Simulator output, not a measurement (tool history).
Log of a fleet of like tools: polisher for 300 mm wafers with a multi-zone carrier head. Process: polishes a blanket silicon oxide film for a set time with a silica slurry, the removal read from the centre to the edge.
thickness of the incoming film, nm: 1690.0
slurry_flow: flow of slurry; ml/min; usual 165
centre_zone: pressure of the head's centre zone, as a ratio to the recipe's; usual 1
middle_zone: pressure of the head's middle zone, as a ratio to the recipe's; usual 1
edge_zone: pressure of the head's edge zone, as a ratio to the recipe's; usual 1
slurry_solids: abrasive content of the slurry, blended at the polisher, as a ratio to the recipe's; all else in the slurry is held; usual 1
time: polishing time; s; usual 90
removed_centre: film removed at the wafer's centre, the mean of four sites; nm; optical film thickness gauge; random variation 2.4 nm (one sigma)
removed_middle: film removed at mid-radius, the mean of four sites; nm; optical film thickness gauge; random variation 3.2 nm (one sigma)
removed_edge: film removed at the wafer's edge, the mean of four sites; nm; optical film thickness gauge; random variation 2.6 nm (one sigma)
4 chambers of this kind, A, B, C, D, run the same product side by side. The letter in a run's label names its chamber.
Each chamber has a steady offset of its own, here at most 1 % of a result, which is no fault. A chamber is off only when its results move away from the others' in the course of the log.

| run | hour | slurry_flow | centre_zone | middle_zone | edge_zone | slurry_solids | time | removed_centre | removed_middle | removed_edge |
|---|---|---|---|---|---|---|---|---|---|---|
|  | 7.2 | chamber B: worn pad replaced by a new one |
| 1A | 12.5 | 165 | 1 | 1 | 1 | 1 | 90 | 250.41 | 244.1 | 248.43 |
|  | 14 | chamber C: slurry nozzle cleaned |
|  | 16.3 | chamber A: worn pad replaced by a new one |
| 2D | 22 | 165 | 1 | 1 | 1 | 1 | 90 | 247.77 | 243.11 | 245.61 |
|  | 35.3 | chamber D: worn pad replaced by a new one |
| 3C | 35.4 | 165 | 1 | 1 | 1 | 1 | 90 | 247.38 | 248.01 | 245.14 |
|  | 41.6 | chamber D: slurry nozzle cleaned |
| 4B | 43.9 | 165 | 1 | 1 | 1 | 1 | 90 | 246.18 | 247.67 | 246.38 |
| 5D | 55.4 | 165 | 1 | 1 | 1 | 1 | 90 | 252.53 | 247.4 | 247.12 |
| 6B | 66.4 | 165 | 1 | 1 | 1 | 1 | 90 | 246.43 | 246.32 | 247.59 |
| 7A | 77.5 | 165 | 0.94 | 1 | 1 | 1 | 90 | 232.9 | 245.44 | 249.44 |
|  | 81.7 | chamber B: worn pad replaced by a new one |
|  | 84.7 | chamber C: worn pad replaced by a new one |
| 8C | 86.3 | 165 | 0.94 | 1 | 1 | 1 | 90 | 232.79 | 252.3 | 247.52 |
|  | 98.9 | chamber B: edge zone pressure recalibrated |
| 9A | 99.4 | 165 | 0.94 | 1 | 1 | 1 | 90 | 233.7 | 247.8 | 251.82 |
| 10D | 108.8 | 165 | 0.94 | 1 | 1 | 1 | 90 | 228.38 | 248.9 | 250.2 |
|  | 110.5 | chamber C: edge zone pressure recalibrated |
| 11C | 119 | 165 | 1 | 1 | 1 | 1 | 90 | 254.31 | 244.62 | 248.72 |
|  | 123.5 | chamber D: worn pad replaced by a new one |
|  | 131.7 | chamber A: worn pad replaced by a new one |
| 12B | 131.7 | 190 | 1 | 1 | 1 | 1 | 90 | 252.17 | 252.1 | 253.92 |
|  | 141 | chamber B: worn pad replaced by a new one |
| 13A | 144 | 190 | 1 | 1 | 1 | 1 | 90 | 257.24 | 250.23 | 255.28 |
| 14D | 154.4 | 190 | 1 | 1 | 1 | 1 | 90 | 253.17 | 256.53 | 251.35 |
| 15C | 170.6 | 190 | 1 | 1 | 1 | 1 | 90 | 254.55 | 255.59 | 253.4 |
| 16B | 177.8 | 165 | 1 | 1 | 1 | 1 | 90 | 260.34 | 248.12 | 247.97 |
| 17D | 187.1 | 165 | 1 | 1 | 1 | 1 | 90 | 252.27 | 248.06 | 250.24 |
| 18B | 198.6 | 165 | 1 | 1 | 1 | 1.25 | 78 | 252.53 | 231.78 | 238.03 |
| 19C | 206.5 | 165 | 1 | 1 | 1 | 1.25 | 78 | 235.09 | 239.31 | 234.07 |
|  | 216.3 | chamber B: worn pad replaced by a new one |
| 20A | 216.7 | 165 | 1 | 1 | 1 | 1.25 | 78 | 236.92 | 239 | 242.29 |
|  | 222.2 | chamber D: worn pad replaced by a new one |
| 21D | 232 | 165 | 1 | 1 | 1 | 1.25 | 78 | 236.31 | 235.52 | 239.1 |
| 22B | 243.9 | 165 | 1 | 1 | 1 | 1 | 90 | 272.73 | 246.59 | 247.1 |
|  | 247.2 | chamber A: worn pad replaced by a new one |
|  | 251.4 | chamber C: worn pad replaced by a new one |
| 23C | 256.7 | 165 | 1 | 1 | 1 | 1 | 90 | 247.27 | 245.14 | 247.68 |
|  | 259.5 | chamber C: centre zone pressure recalibrated |
| 24A | 264.1 | 165 | 1 | 1.07 | 1.1 | 1 | 90 | 248.2 | 265.37 | 265.73 |
| 25C | 275.9 | 165 | 1 | 1.07 | 1.1 | 1 | 90 | 249.62 | 264.36 | 260.93 |

All 4 chambers run these settings next. Forecast each chamber's results:
| 26A | 287.6 | 165 | 0.92 | 1 | 1 | 1 | 90 | ? | ? | ? |
| 26B | 287.6 | 165 | 0.92 | 1 | 1 | 1 | 90 | ? | ? | ? |
| 26C | 287.6 | 165 | 0.92 | 1 | 1 | 1 | 90 | ? | ? | ? |
| 26D | 287.6 | 165 | 0.92 | 1 | 1 | 1 | 90 | ? | ? | ? |

| run | removed_centre | removed_middle | removed_edge |
|---|---|---|---|
| 26A | 229.36 | 248.11 | 254.64 |
| 26B | 258.56 | 247.73 | 245.64 |
| 26C | 225.05 | 247.25 | 243.63 |
| 26D | 228.29 | 246.62 | 250.46 |

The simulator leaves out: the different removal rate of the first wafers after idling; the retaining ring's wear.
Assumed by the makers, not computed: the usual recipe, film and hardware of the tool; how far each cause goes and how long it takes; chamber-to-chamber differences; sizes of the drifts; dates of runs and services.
